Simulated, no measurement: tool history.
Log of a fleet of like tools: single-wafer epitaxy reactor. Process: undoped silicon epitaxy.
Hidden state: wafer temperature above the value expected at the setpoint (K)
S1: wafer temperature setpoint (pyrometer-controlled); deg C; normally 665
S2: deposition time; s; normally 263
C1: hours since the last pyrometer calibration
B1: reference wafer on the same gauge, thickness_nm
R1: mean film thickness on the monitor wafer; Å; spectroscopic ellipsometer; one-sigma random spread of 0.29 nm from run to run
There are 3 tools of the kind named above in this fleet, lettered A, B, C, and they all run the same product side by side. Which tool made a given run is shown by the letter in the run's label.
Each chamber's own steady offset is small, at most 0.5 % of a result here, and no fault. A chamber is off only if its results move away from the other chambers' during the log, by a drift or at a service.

run,hour,S1,S2,C1,B1,R1
1C,7.7,665,263,1055.3,66.911,613.50
2A,11.6,665,263,675.4,66.874,609.52
3B,15.4,665,263,770.0,66.993,608.92
4C,21.2,665,263,1068.8,66.947,610.70
5A,27.8,665,230,691.6,66.882,533.13
6B,35.2,665,230,789.8,66.937,533.83
7C,38.8,665,230,1086.4,66.963,535.02
8A,44.7,665,263,708.5,66.862,612.73
9B,49.3,665,263,803.9,66.865,615.00
10B,55.7,665,263,810.3,66.925,617.26
# hour 57.1: chamber C: pyrometer calibrated
11A,60.0,665,263,723.8,66.930,608.07
12C,66.7,665,263,9.7,66.888,610.40
13A,74.9,665,263,738.7,66.860,610.22
14C,79.1,665,263,22.1,66.966,605.70
15B,84.9,665,263,839.5,66.882,630.58
16B,91.4,665,263,846.0,66.931,627.18
17C,95.8,665,263,38.8,66.867,616.52
18A,101.9,665,263,765.7,66.976,612.22
19C,110.1,665,263,53.1,66.944,613.46
20B,113.7,665,263,868.3,66.927,639.77
21A,121.6,665,263,785.4,66.934,607.00

Does one chamber stand apart from the rest, does the shared gauge drift, or is all well apart from small per-chamber offsets? Give the chamber and the most likely cause, where there is one.

Little by little, chamber B moves away from the other chambers.
Likeliest cause: wafer temperature above the value expected at the setpoint (K) = 2.45.

Here are 4 candidates for chamber B's next run, each the usual settings with a change, their results left as question marks. Which one brings its results back in line with what the others give on the usual settings?
Maximum distance from the other chambers' mean on the usual settings for a result to count as in line: R1 10.00 Å
22B-1,127.5,667,267,,,?
22B-2,127.5,662,256,,,?
22B-3,127.5,663,259,,,?
22B-4,127.5,668,270,,,?

Other chambers, usual settings, mean: R1 608.76 Å
run,R1
22B-1,683.04
22B-2,589.29
22B-3,608.97
22B-4,705.36
The answer is 22B-3, which returns the chamber to within the allowed miss of the others.
